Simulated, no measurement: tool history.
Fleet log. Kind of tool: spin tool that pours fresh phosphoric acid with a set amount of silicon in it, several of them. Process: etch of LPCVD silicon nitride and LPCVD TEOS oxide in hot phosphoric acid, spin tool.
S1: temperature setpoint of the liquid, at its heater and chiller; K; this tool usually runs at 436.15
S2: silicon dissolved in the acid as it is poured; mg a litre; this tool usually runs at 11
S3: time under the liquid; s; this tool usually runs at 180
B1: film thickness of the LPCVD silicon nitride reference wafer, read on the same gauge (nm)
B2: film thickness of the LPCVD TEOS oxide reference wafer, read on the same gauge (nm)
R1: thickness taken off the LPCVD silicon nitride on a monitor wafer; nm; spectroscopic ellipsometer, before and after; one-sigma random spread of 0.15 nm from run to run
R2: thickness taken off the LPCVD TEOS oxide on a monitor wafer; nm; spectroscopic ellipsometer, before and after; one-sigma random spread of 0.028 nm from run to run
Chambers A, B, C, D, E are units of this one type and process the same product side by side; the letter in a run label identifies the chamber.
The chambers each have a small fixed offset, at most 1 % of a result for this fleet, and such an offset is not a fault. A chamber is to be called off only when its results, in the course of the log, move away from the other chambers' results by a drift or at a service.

run   hour      S1  S2   S3      B1      B2      R1       R2
 1C    6.3  436.15  11  180  150.01  69.998  17.794  0.98611
 2D   12.5  436.15  11  180  149.99  69.990  17.730  0.96828
      20.6  -- chamber E: dissolved silicon flow meter replaced
 3A   21.7  436.15  11  180  149.98  69.999  17.818  0.98430
 4B   30.0  436.15  11  180  150.02  69.980  17.561  0.96669
 5E   38.3  436.15  11  180  150.00  70.016  17.791  0.89116
 6A   43.4  436.15  11  180  150.02  69.989  17.744  0.96847
 7E   48.2  436.15  11  180  150.00  70.009  17.812  0.93107
 8C   53.8  436.15  11  180  149.98  69.989  17.813  0.98424
 9B   58.4  436.15  11  180  150.03  69.986  17.814  0.97614
10D   68.3  436.15  11  180  150.00  70.000  17.759  0.89908
11B   75.3  436.15  11  180  150.01  70.011  17.897  0.93471
12E   80.9  436.15  11  180  149.98  70.009  17.688  0.92151
13A   88.5  436.15  11  180  150.02  70.016  18.075  0.99834
14C   94.2  436.15  11  180  149.99  69.984  17.885  0.95605
15D  101.3  439.15   4  180  150.00  70.008  19.895  1.38980
16C  105.8  439.15   4  180  150.04  69.990  19.630  1.44250
17B  110.7  439.15   4  180  150.01  70.011  19.813  1.37740
18E  117.9  439.15   4  180  150.01  70.004  19.112  1.41540
19D  124.7  439.15   4  180  150.01  69.985  19.904  1.39080
20A  130.4  436.15  11  180  150.03  70.005  17.725  0.99098
21A  139.7  436.15  11  180  149.98  69.999  17.681  0.97771
22D  146.4  436.15  11  180  150.02  69.998  17.793  0.95527
23E  153.8  436.15  11  180  150.02  69.987  17.785  0.93527
24B  162.0  436.15  11  180  149.98  69.982  17.475  0.93508
25C  166.5  436.15  11  180  149.97  70.012  17.690  0.92421
26E  176.3  436.15  15  235  149.99  70.018  23.105  1.11350
27A  185.6  436.15  15  235  150.02  69.991  23.734  1.13740
28B  192.3  436.15  15  235  150.01  70.002  22.863  1.14080
29D  198.0  436.15  15  235  150.01  69.980  23.185  1.13380
30C  207.4  436.15  15  235  149.99  70.010  23.523  1.18840

Has any chamber moved away from the others, gradually or after a service, or does the common gauge drift, or do the chambers differ only by their own small steady offsets? State the chamber and the most likely cause if one applies.

Beyond each chamber's small constant offset nothing stands out, and the gauge stays steady.

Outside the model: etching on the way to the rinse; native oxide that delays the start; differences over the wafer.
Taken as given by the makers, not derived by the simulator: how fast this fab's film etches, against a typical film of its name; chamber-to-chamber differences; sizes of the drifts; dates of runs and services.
